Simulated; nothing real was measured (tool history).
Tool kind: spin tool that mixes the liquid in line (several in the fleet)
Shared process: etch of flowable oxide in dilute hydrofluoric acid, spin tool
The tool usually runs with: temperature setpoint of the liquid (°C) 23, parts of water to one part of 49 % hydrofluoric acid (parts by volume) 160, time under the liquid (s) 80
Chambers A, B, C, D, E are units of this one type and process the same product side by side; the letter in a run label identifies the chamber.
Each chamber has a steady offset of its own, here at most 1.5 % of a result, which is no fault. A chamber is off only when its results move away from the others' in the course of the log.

run,hour,temperature setpoint of the liquid (°C),parts of water to one part of 49 % hydrofluoric acid (parts by volume),time under the liquid (s),"read-back film thickness of the flowable oxide reference wafer, read on the same gauge (nm)",thickness taken off the flowable oxide on a monitor wafer (Å)
# hour 7.6: chamber B: hydrofluoric acid flow meter replaced
1E,8.5,23,160,80,130,138.44
2C,18.4,23,160,80,130,140.64
3A,26,23,160,80,129.99,137.3
4B,31.5,23,160,80,130,138.73
5D,40.8,23,160,80,129.99,135.79
6B,47.6,23,160,80,130,138.5
7D,52.7,23,160,80,130.01,136.62
8E,58.5,23,160,80,130.02,138.12
9A,62.9,23,160,80,129.99,139.01
10C,67.9,23,160,80,130.02,140.03
11C,73.3,20,160,80,130.02,125.34
12A,78,20,160,80,130,123.67
13E,86.4,20,160,80,130.01,122.13
14B,96.4,20,160,80,129.97,122.78
15D,101.4,20,160,80,130.01,121.63
16C,109.2,23,160,80,129.99,141.39
17B,115.5,23,160,80,130,139.11
18E,121.5,23,160,80,130,137.89
19D,131.1,23,160,80,130,136.94
20A,139.1,23,160,80,130,139.5
21C,145.3,23,160,80,129.98,139.83
# hour 151.3: chamber C: hydrofluoric acid flow meter replaced
22E,154.6,23,160,80,130,136.96
23D,160.8,23,160,80,129.97,135.75
# hour 162.2: chamber C: thermometer replaced
24A,169.6,23,160,80,130,138.34
25B,176.8,23,160,80,129.98,137.28
26B,183.2,23,160,80,130,138.58
27D,192.7,23,160,80,129.99,136.89
28E,201.3,23,160,80,129.99,136.29
29C,211,23,225,80,130.01,92.706
30A,216.3,23,225,80,129.99,92.019
31E,222.6,23,225,80,130.01,91.138
32B,228,23,225,80,130.01,91.749
33A,235.7,23,225,80,130.01,92.416

Each of the 5 chambers runs these same settings next. Fill in every chamber's results:
34A,242.8,23,160,80,,?
34B,242.8,23,160,80,,?
34C,242.8,23,160,80,,?
34D,242.8,23,160,80,,?
34E,242.8,23,160,80,,?

run,thickness taken off the flowable oxide on a monitor wafer (Å)
34A,139.33
34B,137.9
34C,140.67
34D,136.92
34E,137.25
